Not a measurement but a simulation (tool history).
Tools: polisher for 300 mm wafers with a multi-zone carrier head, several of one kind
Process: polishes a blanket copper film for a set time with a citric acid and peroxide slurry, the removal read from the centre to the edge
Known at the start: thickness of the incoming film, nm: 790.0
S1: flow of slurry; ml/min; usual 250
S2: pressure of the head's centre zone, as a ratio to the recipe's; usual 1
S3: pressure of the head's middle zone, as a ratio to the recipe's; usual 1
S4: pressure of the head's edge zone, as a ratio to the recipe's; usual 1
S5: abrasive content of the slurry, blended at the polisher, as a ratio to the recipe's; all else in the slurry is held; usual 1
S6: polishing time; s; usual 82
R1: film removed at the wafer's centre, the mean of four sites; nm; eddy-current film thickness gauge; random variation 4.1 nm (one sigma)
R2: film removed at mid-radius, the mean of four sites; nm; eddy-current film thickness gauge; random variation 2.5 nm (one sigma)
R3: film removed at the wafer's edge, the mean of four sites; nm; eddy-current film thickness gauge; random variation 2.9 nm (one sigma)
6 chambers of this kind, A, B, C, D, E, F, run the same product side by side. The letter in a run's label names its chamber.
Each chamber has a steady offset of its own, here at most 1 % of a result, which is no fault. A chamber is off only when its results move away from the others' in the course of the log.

run	day	S1	S2	S3	S4	S5	S6	R1	R2	R3
1C	0.179	250	1	1	1	1	82	323.85	313.02	316.97
2D	0.3	250	1	1	1	1	82	319.05	309.72	321.8
3A	0.433	250	1	1	1	1	82	312.31	316.75	316.71
4B	0.596	250	1	1	1	1	82	322.54	316.29	315.31
5F	0.842	250	1	1	1	1	82	309.81	315.86	314.27
# day 1.042: chamber D: worn pad replaced by a new one
6E	1.054	250	1	1	1	1	82	314.25	312.55	318.94
# day 1.158: chamber E: edge zone pressure recalibrated
7D	1.275	250	1	1	1	1	82	308.76	313.15	321.15
8B	1.408	250	1.09	1	1	1	82	341.01	315.55	309.86
9C	1.588	250	1.09	1	1	1	82	346.02	315.29	318.56
# day 1.725: chamber B: worn pad replaced by a new one
10F	1.825	250	1.09	1	1	1	82	348.71	312.74	317.92
11E	2.05	250	1.09	1	1	1	82	345.13	309.06	317.69
12A	2.167	250	1.09	1	1	1	82	339.68	312.33	314.04
13D	2.288	250	1.09	1	1	1	82	328.51	311.19	316.79
14B	2.525	250	1	1	1	1	82	318.76	317.03	313.01
# day 2.608: chamber A: worn pad replaced by a new one
15E	2.688	250	1	1	1	1	82	314.41	311.64	311.2
16F	2.821	250	1	1	1	1	82	319.4	314.52	309.66
17A	2.971	250	1	1	1	1	82	317.09	313.8	317.58
18C	3.125	250	1	1	1	1	82	308.83	313.4	320.14
# day 3.179: chamber F: worn pad replaced by a new one
19F	3.367	250	1	1	1	1	82	316.73	312.07	313.54
# day 3.375: chamber E: worn pad replaced by a new one
20A	3.546	250	1	0.95	1	1	109	412.27	400.31	416.66
# day 3.638: chamber D: worn pad replaced by a new one
21D	3.733	250	1	0.95	1	1	109	398.68	382.82	415.85
22B	3.946	250	1	0.95	1	1	109	423.08	396.83	416.26
23E	4.071	250	1	0.95	1	1	109	418.99	400.97	426.91
24C	4.242	250	1	0.95	1	1	109	420.33	394.31	420.65
25B	4.383	250	1	0.95	1	1	109	426.94	402.82	417.93
# day 4.488: chamber B: worn pad replaced by a new one
# day 4.508: chamber C: worn pad replaced by a new one
26F	4.538	250	1	1	1	1	82	325.55	314.13	313.92
27D	4.754	250	1	1	1	1	82	297.03	299.44	305.53
# day 4.9: chamber B: slurry nozzle cleaned
28A	4.967	250	1	1	1	1	82	310.13	315.66	315.79
29E	5.112	250	1	1	1	1	82	317.48	313.41	315.55
30C	5.242	250	1	1	1	1	82	314.61	317.82	314.34
# day 5.304: chamber D: edge zone pressure recalibrated
31C	5.417	250	1	1	1	1	82	317.14	310.43	312.2
32B	5.538	250	0.95	1.07	1	1	82	302.3	335.9	317.33
33F	5.7	250	0.95	1.07	1	1	82	302.68	334.94	308.71
34A	5.925	250	0.95	1.07	1	1	82	298.52	330.19	322.46
35E	6.129	250	0.95	1.07	1	1	82	298.19	340.11	310.71
36D	6.338	250	0.95	1.07	1	1	82	282.35	305.73	304.96
# day 6.45: chamber D: worn pad replaced by a new one
37D	6.467	250	0.95	1.07	1	1	82	275.32	310.46	306.71
38A	6.642	250	1	1.07	1	1	82	307.84	337.35	314.52
# day 6.646: chamber E: slurry nozzle cleaned
39E	6.833	250	1	1.07	1	1	82	311.77	336.75	314.54

All 6 chambers run these settings next. Forecast each chamber's results:
40A	7.017	250	1	1	1	1	82	?	?	?
40B	7.017	250	1	1	1	1	82	?	?	?
40C	7.017	250	1	1	1	1	82	?	?	?
40D	7.017	250	1	1	1	1	82	?	?	?
40E	7.017	250	1	1	1	1	82	?	?	?
40F	7.017	250	1	1	1	1	82	?	?	?

run	R1	R2	R3
40A	310.08	316.11	314.63
40B	314.65	316.16	318.87
40C	309.9	313.17	316.67
40D	287.47	287.55	295.75
40E	318.09	309.65	320.09
40F	316.19	316.72	313.96
